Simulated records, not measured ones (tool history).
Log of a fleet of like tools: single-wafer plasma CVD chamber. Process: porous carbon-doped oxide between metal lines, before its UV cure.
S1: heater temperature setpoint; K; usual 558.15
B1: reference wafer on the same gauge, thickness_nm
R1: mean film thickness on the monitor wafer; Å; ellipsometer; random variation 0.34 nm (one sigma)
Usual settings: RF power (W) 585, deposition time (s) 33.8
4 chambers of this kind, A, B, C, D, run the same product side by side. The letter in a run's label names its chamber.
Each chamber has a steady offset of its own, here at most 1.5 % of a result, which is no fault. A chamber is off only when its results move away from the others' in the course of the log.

run 1D day=0.217 | S1=558.15 RF_power_(W)=585 deposition_time_(s)=33.8 | B1=185.98 | R1=2220.3
run 2B day=0.521 | S1=558.15 RF_power_(W)=585 deposition_time_(s)=33.8 | B1=186.04 | R1=2199.2
run 3A day=0.879 | S1=558.15 RF_power_(W)=585 deposition_time_(s)=33.8 | B1=186.11 | R1=2179.3
run 4C day=1.062 | S1=558.15 RF_power_(W)=585 deposition_time_(s)=33.8 | B1=186.10 | R1=2202.3
run 5D day=1.483 | S1=558.15 RF_power_(W)=585 deposition_time_(s)=33.8 | B1=186.13 | R1=2226.1
run 6C day=1.879 | S1=558.15 RF_power_(W)=585 deposition_time_(s)=33.8 | B1=186.14 | R1=2207.8
run 7A day=2.200 | S1=558.15 RF_power_(W)=585 deposition_time_(s)=33.8 | B1=186.24 | R1=2181.9
run 8B day=2.462 | S1=558.15 RF_power_(W)=585 deposition_time_(s)=33.8 | B1=186.32 | R1=2202.3
run 9C day=2.692 | S1=558.15 RF_power_(W)=585 deposition_time_(s)=33.8 | B1=186.28 | R1=2210.5
run 10B day=3.050 | S1=558.15 RF_power_(W)=670 deposition_time_(s)=33.8 | B1=186.28 | R1=2409.0
run 11D day=3.325 | S1=558.15 RF_power_(W)=670 deposition_time_(s)=33.8 | B1=186.39 | R1=2440.3
run 12A day=3.696 | S1=558.15 RF_power_(W)=670 deposition_time_(s)=33.8 | B1=186.34 | R1=2385.4
run 13D day=4.038 | S1=558.15 RF_power_(W)=670 deposition_time_(s)=33.8 | B1=186.38 | R1=2439.3
run 14C day=4.383 | S1=558.15 RF_power_(W)=585 deposition_time_(s)=33.8 | B1=186.44 | R1=2208.6
run 15A day=4.642 | S1=558.15 RF_power_(W)=585 deposition_time_(s)=33.8 | B1=186.48 | R1=2178.4
run 16B day=4.971 | S1=558.15 RF_power_(W)=625 deposition_time_(s)=37.9 | B1=186.48 | R1=2577.8
run 17C day=5.308 | S1=558.15 RF_power_(W)=625 deposition_time_(s)=37.9 | B1=186.50 | R1=2570.8
run 18B day=5.688 | S1=558.15 RF_power_(W)=625 deposition_time_(s)=37.9 | B1=186.55 | R1=2578.8
run 19D day=5.879 | S1=558.15 RF_power_(W)=625 deposition_time_(s)=37.9 | B1=186.61 | R1=2595.7
run 20A day=6.288 | S1=558.15 RF_power_(W)=585 deposition_time_(s)=33.8 | B1=186.68 | R1=2195.8
run 21D day=6.542 | S1=565.15 RF_power_(W)=585 deposition_time_(s)=38.3 | B1=186.64 | R1=2421.2
run 22B day=6.862 | S1=565.15 RF_power_(W)=585 deposition_time_(s)=38.3 | B1=186.60 | R1=2392.8
run 23C day=7.217 | S1=565.15 RF_power_(W)=585 deposition_time_(s)=38.3 | B1=186.70 | R1=2401.6
run 24A day=7.517 | S1=565.15 RF_power_(W)=585 deposition_time_(s)=38.3 | B1=186.81 | R1=2364.2
run 25A day=7.825 | S1=558.15 RF_power_(W)=585 deposition_time_(s)=33.8 | B1=186.72 | R1=2190.6
run 26C day=8.217 | S1=558.15 RF_power_(W)=585 deposition_time_(s)=33.8 | B1=186.85 | R1=2213.1
run 27B day=8.479 | S1=558.15 RF_power_(W)=585 deposition_time_(s)=33.8 | B1=186.90 | R1=2214.1
run 28D day=8.875 | S1=558.15 RF_power_(W)=585 deposition_time_(s)=33.8 | B1=186.84 | R1=2230.3
run 29D day=9.108 | S1=558.15 RF_power_(W)=585 deposition_time_(s)=33.8 | B1=186.97 | R1=2235.4
run 30A day=9.504 | S1=558.15 RF_power_(W)=585 deposition_time_(s)=33.8 | B1=186.92 | R1=2189.6
run 31C day=9.908 | S1=558.15 RF_power_(W)=585 deposition_time_(s)=33.8 | B1=187.08 | R1=2210.8
run 32B day=10.125 | S1=558.15 RF_power_(W)=585 deposition_time_(s)=33.8 | B1=187.05 | R1=2211.7
run 33D day=10.429 | S1=558.15 RF_power_(W)=585 deposition_time_(s)=33.8 | B1=187.08 | R1=2234.2
run 34B day=10.667 | S1=558.15 RF_power_(W)=585 deposition_time_(s)=33.8 | B1=187.17 | R1=2218.1
-- day=10.933 chamber A: RF generator calibrated
run 35A day=10.996 | S1=558.15 RF_power_(W)=585 deposition_time_(s)=33.8 | B1=187.11 | R1=2193.5
run 36C day=11.217 | S1=558.15 RF_power_(W)=585 deposition_time_(s)=33.8 | B1=187.24 | R1=2214.7
run 37D day=11.475 | S1=558.15 RF_power_(W)=585 deposition_time_(s)=33.8 | B1=187.21 | R1=2242.6

What goes on in this fleet: one chamber off, a drifting gauge, or nothing beyond the chambers' own small offsets? Name the chamber and the cause, if any.

The gauge drifts, so all chambers seem to drift together. No chamber is off.
Cause: gauge reads high (%) = 0.638.
